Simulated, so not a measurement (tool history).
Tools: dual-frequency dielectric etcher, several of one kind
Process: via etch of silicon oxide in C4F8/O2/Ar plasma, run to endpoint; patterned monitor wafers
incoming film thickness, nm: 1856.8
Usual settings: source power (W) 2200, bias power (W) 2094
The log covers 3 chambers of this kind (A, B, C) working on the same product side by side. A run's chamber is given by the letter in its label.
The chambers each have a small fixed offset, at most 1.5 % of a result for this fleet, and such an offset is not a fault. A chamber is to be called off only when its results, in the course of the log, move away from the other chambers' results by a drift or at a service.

{"run": "1C", "hour": 11.9, "source power (W)": 2200, "bias power (W)": 2094, "endpoint time (s)": 340.69}
{"run": "2B", "hour": 23.7, "source power (W)": 2200, "bias power (W)": 2094, "endpoint time (s)": 356.86}
{"run": "3A", "hour": 32.0, "source power (W)": 2200, "bias power (W)": 2094, "endpoint time (s)": 351.25}
{"run": "4B", "hour": 43.6, "source power (W)": 2200, "bias power (W)": 2094, "endpoint time (s)": 349.28}
{"run": "5C", "hour": 52.5, "source power (W)": 2200, "bias power (W)": 2094, "endpoint time (s)": 344.31}
{"run": "6A", "hour": 61.2, "source power (W)": 2200, "bias power (W)": 2094, "endpoint time (s)": 343.53}
{"run": "7C", "hour": 71.4, "source power (W)": 2200, "bias power (W)": 2094, "endpoint time (s)": 347.82}
{"run": "8B", "hour": 78.7, "source power (W)": 2200, "bias power (W)": 2094, "endpoint time (s)": 352.95}
{"run": "9A", "hour": 84.7, "source power (W)": 2200, "bias power (W)": 2094, "endpoint time (s)": 345.01}
{"run": "10A", "hour": 91.2, "source power (W)": 2200, "bias power (W)": 2094, "endpoint time (s)": 349.3}
{"run": "11C", "hour": 102.5, "source power (W)": 2200, "bias power (W)": 2094, "endpoint time (s)": 348.16}
{"run": "12B", "hour": 108.7, "source power (W)": 2200, "bias power (W)": 2094, "endpoint time (s)": 349.99}
{"run": "13B", "hour": 117.3, "source power (W)": 2200, "bias power (W)": 2094, "endpoint time (s)": 356.62}
{"run": "14C", "hour": 126.2, "source power (W)": 2200, "bias power (W)": 2094, "endpoint time (s)": 349.37}
{"run": "15A", "hour": 131.7, "source power (W)": 2200, "bias power (W)": 1656, "endpoint time (s)": 369.13}
{"run": "16B", "hour": 143.8, "source power (W)": 2200, "bias power (W)": 1656, "endpoint time (s)": 374.75}
{"run": "17A", "hour": 152.4, "source power (W)": 2200, "bias power (W)": 1656, "endpoint time (s)": 364.12}
{"run": "18C", "hour": 160.5, "source power (W)": 2200, "bias power (W)": 2094, "endpoint time (s)": 346.6}
{"run": "19C", "hour": 166.8, "source power (W)": 2530, "bias power (W)": 1664, "endpoint time (s)": 348.95}
{"run": "20B", "hour": 178.2, "source power (W)": 2530, "bias power (W)": 1664, "endpoint time (s)": 357.72}
{"run": "21A", "hour": 189.7, "source power (W)": 2530, "bias power (W)": 1664, "endpoint time (s)": 347.93}
{"run": "22A", "hour": 195.6, "source power (W)": 2200, "bias power (W)": 2094, "endpoint time (s)": 346.58}
{"run": "23C", "hour": 202.1, "source power (W)": 2200, "bias power (W)": 2094, "endpoint time (s)": 347.96}
{"hour": 207.3, "done": "chamber A: wet clean of the chamber"}
{"run": "24B", "hour": 210.2, "source power (W)": 2200, "bias power (W)": 2094, "endpoint time (s)": 351.25}
{"run": "25A", "hour": 220.2, "source power (W)": 2200, "bias power (W)": 2351, "endpoint time (s)": 339.64}
{"run": "26C", "hour": 229.3, "source power (W)": 2200, "bias power (W)": 2351, "endpoint time (s)": 328.94}
{"run": "27B", "hour": 239.9, "source power (W)": 2200, "bias power (W)": 2351, "endpoint time (s)": 343.01}
{"run": "28B", "hour": 251.7, "source power (W)": 2200, "bias power (W)": 2094, "endpoint time (s)": 353.32}
{"run": "29C", "hour": 263.8, "source power (W)": 2200, "bias power (W)": 2478, "endpoint time (s)": 329.34}
{"run": "30A", "hour": 269.3, "source power (W)": 2200, "bias power (W)": 2478, "endpoint time (s)": 333.44}

Next, all 3 chambers run the settings below, one line each with question marks for the results. What does each chamber give?
{"run": "31A", "hour": 278.1, "source power (W)": 2420, "bias power (W)": 2094, "endpoint time (s)": "?"}
{"run": "31B", "hour": 278.1, "source power (W)": 2420, "bias power (W)": 2094, "endpoint time (s)": "?"}
{"run": "31C", "hour": 278.1, "source power (W)": 2420, "bias power (W)": 2094, "endpoint time (s)": "?"}

run=31A endpoint_time_(s)=331.57
run=31B endpoint_time_(s)=339.95
run=31C endpoint_time_(s)=331.28
